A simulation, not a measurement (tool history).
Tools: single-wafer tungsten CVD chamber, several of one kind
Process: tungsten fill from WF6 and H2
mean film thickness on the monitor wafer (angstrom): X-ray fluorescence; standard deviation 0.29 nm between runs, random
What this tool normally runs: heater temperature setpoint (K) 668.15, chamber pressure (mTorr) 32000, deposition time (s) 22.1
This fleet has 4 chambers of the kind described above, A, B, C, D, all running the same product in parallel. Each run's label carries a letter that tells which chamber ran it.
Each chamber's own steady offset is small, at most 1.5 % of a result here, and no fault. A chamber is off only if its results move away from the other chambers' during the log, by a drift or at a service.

run,day,heater temperature setpoint (K),chamber pressure (mTorr),deposition time (s),hours since the last thermocouple change,hours since the last manometer calibration,"read-back reference wafer on the same gauge, thickness_nm",mean film thickness on the monitor wafer (angstrom)
1D,0.183,668.15,32000,22.1,942.2,1120.5,68.135,602.29
2B,0.308,668.15,32000,22.1,1368.4,2034.9,68.103,595.37
3C,0.467,668.15,32000,22.1,920.8,133,68.186,606.41
4A,0.575,668.15,32000,22.1,999,415.6,68.124,603.54
5A,0.721,668.15,32000,22.1,1002.5,419.1,68.149,606.91
6B,0.925,668.15,32000,22.1,1383.2,2049.7,68.117,593.26
7C,1.104,681.15,32000,22.1,936.1,148.3,68.086,773.46
8D,1.275,681.15,32000,22.1,968.4,1146.7,68.1,770.83
9A,1.458,681.15,32000,22.1,1020.2,436.8,68.08,767.7
10C,1.642,681.15,32000,22.1,949,161.2,68.115,776.53
11D,1.742,668.15,32000,22.1,979.6,1157.9,68.133,603.96
12B,1.921,668.15,32000,22.1,1407.1,2073.6,68.135,593.8
13A,2.125,668.15,32000,22.1,1036.2,452.8,68.101,606.2
14B,2.342,668.15,32000,22.1,1417.2,2083.7,68.055,591.21
15D,2.504,668.15,26900,22.1,997.9,1176.2,68.079,560.03
16C,2.654,668.15,26900,22.1,973.3,185.5,68.151,562.29
17B,2.846,668.15,26900,22.1,1429.3,2095.8,68.038,547.11
18A,3.025,668.15,26900,22.1,1057.8,474.4,68.115,556.81
19D,3.225,668.15,32000,22.1,1015.2,1193.5,68.052,604.04
20C,3.362,668.15,32000,22.1,990.3,202.5,68.081,604.41
# day 3.375: chamber D: capacitance manometer re-zeroed and calibrated
21D,3.525,668.15,32000,19.9,1022.4,3.7,68.086,543.27
22B,3.746,668.15,32000,19.9,1450.9,2117.4,68.111,533.81
# day 3.783: chamber A: thermocouple changed; heater temperature recalibrated
23A,3.871,668.15,32000,19.9,2.1,494.7,68.08,548.86
24C,3.996,668.15,32000,19.9,1005.5,217.7,68.127,545.85
25B,4.192,668.15,32000,22.1,1461.6,2128.1,68.039,591.29
26D,4.304,668.15,32000,22.1,1041.1,22.4,68.029,607.92
27A,4.417,668.15,32000,22.1,15.2,507.8,68.029,601.1
28C,4.529,668.15,32000,23.5,1018.3,230.5,68.176,645.93
29A,4.683,668.15,32000,23.5,21.6,514.2,68.115,646.21
30D,4.808,668.15,32000,23.5,1053.2,34.5,68.057,646.36
31B,4.942,668.15,32000,23.5,1479.6,2146.1,68.14,634.33
32C,5.108,668.15,32000,22.1,1032.2,244.4,68.042,607.71
33A,5.238,668.15,32000,22.1,34.9,527.5,68.07,611.95

For the next run the whole fleet of 4 chambers uses the same settings. Give each chamber's results:
34A,5.396,668.15,32000,22.1,,,,?
34B,5.396,668.15,32000,22.1,,,,?
34C,5.396,668.15,32000,22.1,,,,?
34D,5.396,668.15,32000,22.1,,,,?

run,mean film thickness on the monitor wafer (angstrom)
34A,607.78
34B,598.45
34C,605.52
34D,609.81
